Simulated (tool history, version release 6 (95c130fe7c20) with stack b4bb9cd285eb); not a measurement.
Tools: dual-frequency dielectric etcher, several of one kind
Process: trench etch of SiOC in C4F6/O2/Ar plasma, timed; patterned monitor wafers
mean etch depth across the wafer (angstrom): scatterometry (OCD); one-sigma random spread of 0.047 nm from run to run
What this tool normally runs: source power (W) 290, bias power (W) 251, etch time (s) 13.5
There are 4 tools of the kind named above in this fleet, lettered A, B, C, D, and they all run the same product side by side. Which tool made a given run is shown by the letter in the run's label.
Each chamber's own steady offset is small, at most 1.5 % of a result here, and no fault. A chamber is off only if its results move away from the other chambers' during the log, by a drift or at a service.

run,hour,source power (W),bias power (W),etch time (s),hours since the last wet clean,hours since the last source power generator calibration,hours since the last bias power generator calibration,"read-back reference wafer on the same gauge, depth_nm",mean etch depth across the wafer (angstrom)
1B,13.7,290,251,13.5,167.9,2644.4,1848.8,29.488,272.21
2A,22.4,290,251,13.5,324.6,4708.9,2720,29.469,276.87
# hour 29: chamber A: source power generator calibrated
# hour 32.7: chamber C: source power generator calibrated
3C,36,290,251,13.5,359.5,3.4,821.7,29.481,275.6
4D,44.7,290,251,13.5,285.5,757.8,1022.3,29.474,278.55
5B,56,290,251,13.5,210.2,2686.7,1891.1,29.473,273.11
6D,70.3,290,251,13.5,311.1,783.4,1047.9,29.462,278.69
7A,83.9,290,251,13.5,386.1,54.9,2781.5,29.451,276.51
8C,96.2,290,251,13.5,419.7,63.6,881.9,29.443,276.09
9A,105.7,290,251,13.5,407.9,76.7,2803.3,29.431,275.98
# hour 106.2: chamber C: wet clean of the chamber
10B,114.7,290,251,16.5,268.9,2745.4,1949.8,29.437,332.89
11C,126.1,290,251,16.5,20,93.5,911.8,29.413,337.05
12D,139.6,290,251,16.5,380.4,852.7,1117.2,29.402,340.72
13B,149.3,290,251,16.5,303.5,2780,1984.4,29.405,332.64
14A,161.7,290,251,13.5,463.9,132.7,2859.3,29.398,275.47
15D,170.7,290,251,13.5,411.5,883.8,1148.3,29.389,278.43
16C,181.2,290,251,13.5,75.1,148.6,966.9,29.39,275.12
17A,194.7,290,251,13.5,496.9,165.7,2892.3,29.38,275.16
18C,201.5,290,251,13.5,95.4,168.9,987.2,29.371,275.21
19D,211.2,290,251,13.5,452,924.3,1188.8,29.37,277.56
# hour 215.5: chamber D: wet clean of the chamber
20B,223.5,290,251,13.5,377.7,2854.2,2058.6,29.364,270.85
21C,236.6,290,251,13.5,130.5,204,1022.3,29.347,274.7
22D,249.1,290,251,13.5,33.6,962.2,1226.7,29.348,277.27
23B,258.7,290,251,13.5,412.9,2889.4,2093.8,29.344,271.84
24A,271.1,290,251,13.5,573.3,242.1,2968.7,29.345,275.59
25B,282.6,290,251,13.5,436.8,2913.3,2117.7,29.325,270.36
26C,291.5,290,251,13.5,185.4,258.9,1077.2,29.324,274.39
27D,301.2,290,251,13.5,85.7,1014.3,1278.8,29.316,276.44
28A,308.1,290,251,13.5,610.3,279.1,3005.7,29.319,276
29C,319.8,290,251,13.5,213.7,287.2,1105.5,29.302,274.19
# hour 331.7: chamber B: wet clean of the chamber
30B,332.5,290,251,13.5,0.9,2963.2,2167.6,29.297,270.95

Decide between three cases: one chamber stands off from its peers, the gauge reading all wafers drifts, or nothing is wrong past each chamber's small offset. Where a chamber is off, say which and what most likely put it there.

None of the chambers is off. What moves is the gauge, dragging all their readings along together.
Cause: gauge reads low (%) = 0.708.

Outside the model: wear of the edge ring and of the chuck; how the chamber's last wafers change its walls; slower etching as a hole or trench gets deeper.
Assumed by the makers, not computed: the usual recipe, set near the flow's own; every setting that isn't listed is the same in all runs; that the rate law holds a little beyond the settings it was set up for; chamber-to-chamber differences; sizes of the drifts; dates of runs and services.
